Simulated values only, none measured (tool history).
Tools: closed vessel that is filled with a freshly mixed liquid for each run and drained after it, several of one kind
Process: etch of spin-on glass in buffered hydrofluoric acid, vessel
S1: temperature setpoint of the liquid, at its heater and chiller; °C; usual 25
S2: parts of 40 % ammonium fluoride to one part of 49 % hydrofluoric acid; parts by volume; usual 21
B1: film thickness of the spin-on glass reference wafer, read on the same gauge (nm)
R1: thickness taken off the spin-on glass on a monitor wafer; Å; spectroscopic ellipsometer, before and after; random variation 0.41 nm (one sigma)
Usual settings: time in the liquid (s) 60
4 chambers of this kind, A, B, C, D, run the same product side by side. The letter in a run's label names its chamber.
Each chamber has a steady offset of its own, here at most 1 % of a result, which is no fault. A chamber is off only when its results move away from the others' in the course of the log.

Run 1A, hour 4.4: usual settings; B1 100.03. Result: R1 561.46 Å.
Run 2D, hour 7.1: usual settings; B1 100.01. Result: R1 546.53 Å.
Run 3B, hour 9.5: usual settings; B1 100.02. Result: R1 555.34 Å.
Run 4C, hour 13.6: usual settings; B1 99.996. Result: R1 561.44 Å.
Run 5B, hour 16.5: usual settings; B1 99.982. Result: R1 549.29 Å.
Run 6C, hour 20.4: usual settings; B1 100.03. Result: R1 558.75 Å.
Run 7D, hour 23.3: usual settings; B1 100.01. Result: R1 561.74 Å.
Run 8A, hour 26.3: usual settings; B1 100. Result: R1 562.69 Å.
Run 9B, hour 30.7: usual settings; B1 100.01. Result: R1 553.26 Å.
Run 10A, hour 33: usual settings; B1 99.97. Result: R1 559.69 Å.
Run 11D, hour 36.4: usual settings; B1 99.998. Result: R1 552.72 Å.
Run 12C, hour 38.5: usual settings; B1 99.98. Result: R1 563.79 Å.
Run 13A, hour 42.5: usual settings; B1 99.988. Result: R1 559.24 Å.
Run 14B, hour 44.7: usual settings; B1 100. Result: R1 560.06 Å.
Run 15C, hour 47.6: usual settings; B1 99.995. Result: R1 557.83 Å.
Run 16D, hour 50.7: usual settings; B1 99.992. Result: R1 551.47 Å.
Run 17C, hour 54.7: usual settings; B1 99.947. Result: R1 558.07 Å.
Run 18D, hour 57.4: usual settings but S2 15 parts by volume; B1 99.988. Result: R1 765.23 Å.
Run 19B, hour 61: usual settings but S2 15 parts by volume; B1 100.04. Result: R1 785.63 Å.
Run 20A, hour 65.1: usual settings but S2 15 parts by volume; B1 99.992. Result: R1 762.56 Å.
Run 21C, hour 68.7: usual settings but S2 15 parts by volume; B1 99.994. Result: R1 765.72 Å.
Run 22D, hour 73.1: usual settings but S2 15 parts by volume; B1 100.02. Result: R1 749.59 Å.
Run 23A, hour 76.8: usual settings but S2 15 parts by volume; B1 100.05. Result: R1 777.3 Å.
Run 24B, hour 81.3: usual settings but S2 15 parts by volume; B1 99.994. Result: R1 813.56 Å.
Run 25B, hour 83.5: usual settings but S2 15 parts by volume; B1 99.992. Result: R1 814.96 Å.
Run 26D, hour 87.7: usual settings; B1 99.988. Result: R1 556.86 Å.
Run 27C, hour 91.8: usual settings; B1 100.01. Result: R1 557.33 Å.
Run 28A, hour 96.1: usual settings; B1 100.01. Result: R1 561.85 Å.
Run 29D, hour 99.1: usual settings; B1 99.982. Result: R1 551.75 Å.

What goes on in this fleet: one chamber off, a drifting gauge, or nothing beyond the chambers' own small offsets? Name the chamber and the cause, if any.

Chamber B drifts away from the others.
Cause: liquid hotter than its thermometer reads (K) = 1.68.
The log may not tell that from: hydrofluoric acid flow above the setpoint (%).

Here are 4 candidates for chamber B's next run, each the usual settings with a change, their results left as question marks. Which one brings its results back in line with what the others give on the usual settings?
In line means no further than this from the other chambers' mean on the usual settings: R1 14 Å
Run 30B-1, hour 102.5: usual settings but time in the liquid (s) 65. Result: R1 ?.
Run 30B-2, hour 102.5: usual settings but S1 23.5 °C, S2 24 parts by volume. Result: R1 ?.
Run 30B-3, hour 102.5: usual settings but time in the liquid (s) 55. Result: R1 ?.
Run 30B-4, hour 102.5: usual settings but S1 26 °C, S2 18.5 parts by volume. Result: R1 ?.

The other chambers' mean on the usual settings: R1 558.91 Å
  run      R1
30B-1   660.6
30B-2  514.02
30B-3  558.97
30B-4  715.91
30B-3 brings the chamber back in line.

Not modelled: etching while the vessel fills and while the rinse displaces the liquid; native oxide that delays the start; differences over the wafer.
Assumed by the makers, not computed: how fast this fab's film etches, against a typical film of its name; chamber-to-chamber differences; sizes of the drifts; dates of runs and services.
